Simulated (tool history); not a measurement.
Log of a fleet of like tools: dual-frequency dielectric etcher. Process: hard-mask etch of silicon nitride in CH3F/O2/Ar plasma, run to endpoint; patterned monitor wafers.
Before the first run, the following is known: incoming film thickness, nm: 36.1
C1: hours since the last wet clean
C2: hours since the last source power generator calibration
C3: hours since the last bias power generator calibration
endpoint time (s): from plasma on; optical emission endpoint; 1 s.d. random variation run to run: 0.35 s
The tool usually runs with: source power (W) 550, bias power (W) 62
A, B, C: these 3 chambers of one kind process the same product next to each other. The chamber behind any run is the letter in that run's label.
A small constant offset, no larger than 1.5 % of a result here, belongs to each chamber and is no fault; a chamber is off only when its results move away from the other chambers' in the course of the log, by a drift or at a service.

run 1A hour=6.5 | source_power_(W)=550 bias_power_(W)=62 | C1=181.1 C2=110.0 C3=414.4 | endpoint_time_(s)=48.724
run 2C hour=10.2 | source_power_(W)=550 bias_power_(W)=62 | C1=377.9 C2=3358.8 C3=4025.5 | endpoint_time_(s)=48.279
run 3B hour=15.4 | source_power_(W)=550 bias_power_(W)=62 | C1=380.0 C2=382.6 C3=2294.5 | endpoint_time_(s)=48.160
run 4A hour=19.6 | source_power_(W)=550 bias_power_(W)=62 | C1=194.2 C2=123.1 C3=427.5 | endpoint_time_(s)=48.327
run 5B hour=23.2 | source_power_(W)=550 bias_power_(W)=62 | C1=387.8 C2=390.4 C3=2302.3 | endpoint_time_(s)=48.292
run 6C hour=29.9 | source_power_(W)=550 bias_power_(W)=62 | C1=397.6 C2=3378.5 C3=4045.2 | endpoint_time_(s)=49.308
run 7A hour=36.5 | source_power_(W)=550 bias_power_(W)=62 | C1=211.1 C2=140.0 C3=444.4 | endpoint_time_(s)=47.957
run 8C hour=40.4 | source_power_(W)=550 bias_power_(W)=62 | C1=408.1 C2=3389.0 C3=4055.7 | endpoint_time_(s)=48.709
run 9B hour=46.6 | source_power_(W)=550 bias_power_(W)=62 | C1=411.2 C2=413.8 C3=2325.7 | endpoint_time_(s)=47.425
run 10C hour=52.9 | source_power_(W)=470 bias_power_(W)=62 | C1=420.6 C2=3401.5 C3=4068.2 | endpoint_time_(s)=51.235
run 11A hour=56.4 | source_power_(W)=470 bias_power_(W)=62 | C1=231.0 C2=159.9 C3=464.3 | endpoint_time_(s)=51.853
run 12B hour=62.0 | source_power_(W)=470 bias_power_(W)=62 | C1=426.6 C2=429.2 C3=2341.1 | endpoint_time_(s)=50.995
run 13A hour=69.7 | source_power_(W)=550 bias_power_(W)=62 | C1=244.3 C2=173.2 C3=477.6 | endpoint_time_(s)=47.781
run 14B hour=77.7 | source_power_(W)=550 bias_power_(W)=62 | C1=442.3 C2=444.9 C3=2356.8 | endpoint_time_(s)=47.508
run 15C hour=84.3 | source_power_(W)=670 bias_power_(W)=62 | C1=452.0 C2=3432.9 C3=4099.6 | endpoint_time_(s)=45.151
run 16C hour=92.4 | source_power_(W)=670 bias_power_(W)=62 | C1=460.1 C2=3441.0 C3=4107.7 | endpoint_time_(s)=44.574
run 17A hour=98.7 | source_power_(W)=670 bias_power_(W)=62 | C1=273.3 C2=202.2 C3=506.6 | endpoint_time_(s)=43.845
run 18B hour=105.2 | source_power_(W)=550 bias_power_(W)=62 | C1=469.8 C2=472.4 C3=2384.3 | endpoint_time_(s)=48.269
run 19C hour=109.2 | source_power_(W)=550 bias_power_(W)=62 | C1=476.9 C2=3457.8 C3=4124.5 | endpoint_time_(s)=48.399
-- hour=109.3 chamber B: wet clean of the chamber
run 20A hour=114.2 | source_power_(W)=420 bias_power_(W)=70 | C1=288.8 C2=217.7 C3=522.1 | endpoint_time_(s)=49.879
run 21B hour=118.8 | source_power_(W)=420 bias_power_(W)=70 | C1=9.6 C2=486.0 C3=2397.9 | endpoint_time_(s)=51.094
run 22C hour=123.4 | source_power_(W)=420 bias_power_(W)=70 | C1=491.1 C2=3472.0 C3=4138.7 | endpoint_time_(s)=51.617
run 23A hour=129.0 | source_power_(W)=550 bias_power_(W)=62 | C1=303.6 C2=232.5 C3=536.9 | endpoint_time_(s)=46.298
run 24B hour=136.8 | source_power_(W)=650 bias_power_(W)=69 | C1=27.6 C2=504.0 C3=2415.9 | endpoint_time_(s)=43.719
run 25C hour=144.2 | source_power_(W)=650 bias_power_(W)=69 | C1=511.9 C2=3492.8 C3=4159.5 | endpoint_time_(s)=44.166
run 26A hour=151.8 | source_power_(W)=650 bias_power_(W)=69 | C1=326.4 C2=255.3 C3=559.7 | endpoint_time_(s)=42.063
run 27B hour=157.5 | source_power_(W)=550 bias_power_(W)=62 | C1=48.3 C2=524.7 C3=2436.6 | endpoint_time_(s)=48.289
run 28C hour=162.2 | source_power_(W)=550 bias_power_(W)=62 | C1=529.9 C2=3510.8 C3=4177.5 | endpoint_time_(s)=48.645
run 29B hour=168.8 | source_power_(W)=550 bias_power_(W)=62 | C1=59.6 C2=536.0 C3=2447.9 | endpoint_time_(s)=47.627
run 30A hour=173.1 | source_power_(W)=660 bias_power_(W)=62 | C1=347.7 C2=276.6 C3=581.0 | endpoint_time_(s)=42.526

One chamber off, gauge drift, or nothing amiss beyond the chambers' own small offsets? If it is a chamber, which one, and what is the likeliest cause?

Chamber A drifts away from the others.
Cause: etch rate over this chamber's usual, % = 5.32.

Which of the 4 candidates below, each the usual settings with something changed and its results left as question marks, puts chamber A back in line with what the other chambers give on the usual settings?
To be in line, a result may differ from the other chambers' mean on the usual settings by at most: endpoint time (s) 1.200
run 31A-1 hour=178.9 | source_power_(W)=550 bias_power_(W)=71 | endpoint_time_(s)=?
run 31A-2 hour=178.9 | source_power_(W)=510 bias_power_(W)=58 | endpoint_time_(s)=?
run 31A-3 hour=178.9 | source_power_(W)=550 bias_power_(W)=47 | endpoint_time_(s)=?
run 31A-4 hour=178.9 | source_power_(W)=630 bias_power_(W)=70 | endpoint_time_(s)=?

Average result of the remaining chambers running the usual settings: endpoint time (s) 48.252
run=31A-1 endpoint_time_(s)=44.313
run=31A-2 endpoint_time_(s)=48.737
run=31A-3 endpoint_time_(s)=50.544
run=31A-4 endpoint_time_(s)=42.291
It is 31A-2 that realigns the chamber with its peers.
